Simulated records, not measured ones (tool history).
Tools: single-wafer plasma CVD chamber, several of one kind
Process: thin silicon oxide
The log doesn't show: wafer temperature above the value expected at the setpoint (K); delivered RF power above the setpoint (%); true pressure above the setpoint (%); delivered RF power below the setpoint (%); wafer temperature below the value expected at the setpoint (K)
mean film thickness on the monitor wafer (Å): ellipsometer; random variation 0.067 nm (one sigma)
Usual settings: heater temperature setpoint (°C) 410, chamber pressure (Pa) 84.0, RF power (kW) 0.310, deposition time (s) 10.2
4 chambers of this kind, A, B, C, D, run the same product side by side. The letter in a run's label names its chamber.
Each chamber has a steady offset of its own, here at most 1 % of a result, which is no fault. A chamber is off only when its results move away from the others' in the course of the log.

run,day,heater temperature setpoint (°C),chamber pressure (Pa),RF power (kW),deposition time (s),hours since the last thermocouple change,hours since the last RF generator calibration,hours since the last manometer calibration,"read-back reference wafer on the same gauge, thickness_nm",mean film thickness on the monitor wafer (Å)
1C,0.304,410,84.0,0.310,10.2,2511.7,1113.9,898.8,13.495,148.72
2D,0.617,410,84.0,0.310,10.2,822.4,1708.2,1080.4,13.510,146.93
3A,0.921,410,84.0,0.310,10.2,289.2,414.0,970.6,13.495,148.52
4B,1.262,410,84.0,0.310,10.2,620.8,136.0,458.0,13.495,149.12
5D,1.488,410,84.0,0.310,10.2,843.3,1729.1,1101.3,13.514,146.97
6C,1.829,410,84.0,0.310,10.2,2548.3,1150.5,935.4,13.505,148.78
7A,2.104,410,84.0,0.310,10.2,317.6,442.4,999.0,13.514,148.77
8B,2.408,410,84.0,0.310,10.2,648.3,163.5,485.5,13.503,149.08
9D,2.642,415,84.0,0.275,10.2,871.0,1756.8,1129.0,13.479,139.42
10A,2.900,415,84.0,0.275,10.2,336.7,461.5,1018.1,13.498,141.38
11C,3.096,415,84.0,0.275,10.2,2578.7,1180.9,965.8,13.506,140.48
12B,3.262,415,84.0,0.275,10.2,668.8,184.0,506.0,13.489,140.06
13B,3.550,410,84.0,0.310,8.8,675.7,190.9,512.9,13.513,128.39
14D,3.875,410,84.0,0.310,8.8,900.6,1786.4,1158.6,13.486,126.72
15A,4.050,410,84.0,0.310,8.8,364.3,489.1,1045.7,13.496,127.86
16C,4.317,410,84.0,0.310,8.8,2608.0,1210.2,995.1,13.504,127.58
17A,4.542,410,84.0,0.310,10.2,376.1,500.9,1057.5,13.511,148.05
18C,4.779,417,84.0,0.310,10.2,2619.1,1221.3,1006.2,13.498,147.42
19D,4.996,417,84.0,0.310,10.2,927.5,1813.3,1185.5,13.502,146.90
20B,5.342,417,84.0,0.310,10.2,718.7,233.9,555.9,13.511,147.58
21A,5.508,417,84.0,0.310,10.2,399.3,524.1,1080.7,13.495,148.37
22C,5.817,410,84.0,0.310,10.2,2644.0,1246.2,1031.1,13.486,148.00
23D,6.133,410,84.0,0.310,10.2,954.8,1840.6,1212.8,13.487,147.46
# day 6.288: chamber C: thermocouple changed; heater temperature recalibrated
24B,6.404,410,84.0,0.310,10.2,744.2,259.4,581.4,13.489,148.88
25C,6.683,410,84.0,0.310,10.2,9.6,1267.0,1051.9,13.492,148.10
26D,6.925,410,84.0,0.310,10.2,973.8,1859.6,1231.8,13.508,146.74
27B,7.179,410,84.0,0.310,10.2,762.8,278.0,600.0,13.500,147.56
28A,7.417,410,84.0,0.310,10.2,445.1,569.9,1126.5,13.493,148.35
29D,7.579,410,84.0,0.310,10.2,989.5,1875.3,1247.5,13.487,146.27
30A,7.917,410,64.0,0.310,10.2,457.1,581.9,1138.5,13.516,108.96
31B,8.104,410,64.0,0.310,10.2,785.0,300.2,622.2,13.504,107.99
32C,8.338,410,64.0,0.310,10.2,49.3,1306.7,1091.6,13.508,111.18
33B,8.512,410,64.0,0.310,10.2,794.8,310.0,632.0,13.523,108.18
34C,8.696,397,84.0,0.310,10.9,57.9,1315.3,1100.2,13.497,160.19
35D,9.025,397,84.0,0.310,10.9,1024.2,1910.0,1282.2,13.495,157.84
36A,9.233,397,84.0,0.310,10.9,488.7,613.5,1170.1,13.504,160.24
37C,9.400,397,84.0,0.310,10.9,74.8,1332.2,1117.1,13.516,159.94
38B,9.604,410,84.0,0.310,10.2,821.0,336.2,658.2,13.504,147.71
39A,9.792,410,84.0,0.310,10.2,502.1,626.9,1183.5,13.514,149.18
40D,10.042,410,84.0,0.310,10.2,1048.6,1934.4,1306.6,13.503,146.27
41D,10.275,410,91.6,0.310,9.0,1054.2,1940.0,1312.2,13.510,142.04

Next, every chamber runs the same settings. What will each give?
42A,10.525,410,84.0,0.310,10.2,,,,,?
42B,10.525,410,84.0,0.310,10.2,,,,,?
42C,10.525,410,84.0,0.310,10.2,,,,,?
42D,10.525,410,84.0,0.310,10.2,,,,,?

run,mean film thickness on the monitor wafer (Å)
42A,147.81
42B,148.51
42C,149.11
42D,147.76
